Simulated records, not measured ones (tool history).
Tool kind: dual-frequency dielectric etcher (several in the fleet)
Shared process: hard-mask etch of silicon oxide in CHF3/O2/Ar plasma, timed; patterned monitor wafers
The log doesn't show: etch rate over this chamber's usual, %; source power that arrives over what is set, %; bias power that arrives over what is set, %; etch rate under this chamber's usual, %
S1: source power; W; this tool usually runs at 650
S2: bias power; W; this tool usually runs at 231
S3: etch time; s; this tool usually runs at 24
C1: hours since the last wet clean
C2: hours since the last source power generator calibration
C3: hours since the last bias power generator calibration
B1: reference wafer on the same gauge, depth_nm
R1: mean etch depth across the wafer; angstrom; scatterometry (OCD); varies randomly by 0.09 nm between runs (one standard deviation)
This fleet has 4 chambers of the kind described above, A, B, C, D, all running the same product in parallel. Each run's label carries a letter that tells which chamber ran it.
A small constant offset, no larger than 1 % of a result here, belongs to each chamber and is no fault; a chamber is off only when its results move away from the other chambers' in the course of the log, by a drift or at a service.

At hour 3.3: chamber D: source power generator calibrated.
Run 1C, hour 8.9: usual settings; C1 353.2; C2 4092.4; C3 3549.4; B1 44.176. Result: R1 533.97 angstrom.
Run 2B, hour 13.8: usual settings; C1 218.3; C2 2590.2; C3 2750.5; B1 44.184. Result: R1 532.6 angstrom.
Run 3A, hour 20.4: usual settings; C1 77.3; C2 274.5; C3 4141.9; B1 44.157. Result: R1 530.96 angstrom.
Run 4D, hour 26.5: usual settings; C1 379.8; C2 23.3; C3 2501.8; B1 44.152. Result: R1 529.94 angstrom.
Run 5C, hour 33.4: usual settings; C1 377.7; C2 4116.9; C3 3573.9; B1 44.144. Result: R1 533.85 angstrom.
Run 6D, hour 40.6: usual settings; C1 393.9; C2 37.4; C3 2515.9; B1 44.143. Result: R1 529.6 angstrom.
Run 7B, hour 47.9: usual settings; C1 252.4; C2 2624.3; C3 2784.6; B1 44.144. Result: R1 532.11 angstrom.
At hour 53.2: chamber C: wet clean of the chamber.
Run 8A, hour 57.5: usual settings but S1 700 W, S3 27 s; C1 114.4; C2 311.6; C3 4179; B1 44.112. Result: R1 613.7 angstrom.
Run 9D, hour 64.5: usual settings but S1 700 W, S3 27 s; C1 417.8; C2 61.3; C3 2539.8; B1 44.107. Result: R1 612.41 angstrom.
Run 10A, hour 69.6: usual settings but S1 700 W, S3 27 s; C1 126.5; C2 323.7; C3 4191.1; B1 44.093. Result: R1 612.86 angstrom.
Run 11B, hour 78.6: usual settings but S1 700 W, S3 27 s; C1 283.1; C2 2655; C3 2815.3; B1 44.079. Result: R1 615.06 angstrom.
Run 12C, hour 86.3: usual settings; C1 33.1; C2 4169.8; C3 3626.8; B1 44.088. Result: R1 531.52 angstrom.
Run 13C, hour 93.3: usual settings; C1 40.1; C2 4176.8; C3 3633.8; B1 44.03. Result: R1 533.35 angstrom.
Run 14B, hour 103.1: usual settings; C1 307.6; C2 2679.5; C3 2839.8; B1 44.031. Result: R1 533.22 angstrom.
Run 15A, hour 111.9: usual settings; C1 168.8; C2 366; C3 4233.4; B1 44.012. Result: R1 529.35 angstrom.
Run 16D, hour 117: usual settings; C1 470.3; C2 113.8; C3 2592.3; B1 44.006. Result: R1 528.28 angstrom.
Run 17C, hour 126.9: usual settings; C1 73.7; C2 4210.4; C3 3667.4; B1 44.006. Result: R1 531.6 angstrom.
Run 18D, hour 133.7: usual settings; C1 487; C2 130.5; C3 2609; B1 43.987. Result: R1 526.83 angstrom.
Run 19A, hour 142.2: usual settings but S1 580 W, S3 18 s; C1 199.1; C2 396.3; C3 4263.7; B1 43.972. Result: R1 380.95 angstrom.
Run 20B, hour 148.8: usual settings but S1 580 W, S3 18 s; C1 353.3; C2 2725.2; C3 2885.5; B1 43.977. Result: R1 380.71 angstrom.
Run 21A, hour 159.8: usual settings but S1 580 W, S3 18 s; C1 216.7; C2 413.9; C3 4281.3; B1 43.955. Result: R1 379.61 angstrom.
Run 22D, hour 167.7: usual settings but S1 580 W, S3 18 s; C1 521; C2 164.5; C3 2643; B1 43.932. Result: R1 381.12 angstrom.
Run 23B, hour 175.5: usual settings but S1 560 W, S3 20 s; C1 380; C2 2751.9; C3 2912.2; B1 43.934. Result: R1 416.66 angstrom.
At hour 177.9: chamber D: wet clean of the chamber.
Run 24C, hour 182.5: usual settings but S1 560 W, S3 20 s; C1 129.3; C2 4266; C3 3723; B1 43.935. Result: R1 417.87 angstrom.
Run 25A, hour 189.5: usual settings but S1 560 W, S3 20 s; C1 246.4; C2 443.6; C3 4311; B1 43.915. Result: R1 416.56 angstrom.
At hour 194.5: chamber D: bias power generator calibrated.
Run 26D, hour 196.3: usual settings but S1 560 W, S3 20 s; C1 18.4; C2 193.1; C3 1.8; B1 43.925. Result: R1 414.52 angstrom.

The same settings go to every chamber for the next run, one line per chamber below. Forecast the results for each:
Run 27A, hour 204.3: usual settings but S2 278 W. Result: R1 ?.
Run 27B, hour 204.3: usual settings but S2 278 W. Result: R1 ?.
Run 27C, hour 204.3: usual settings but S2 278 W. Result: R1 ?.
Run 27D, hour 204.3: usual settings but S2 278 W. Result: R1 ?.

run      R1
27A   564.1
27B  563.78
27C  565.23
27D  561.49
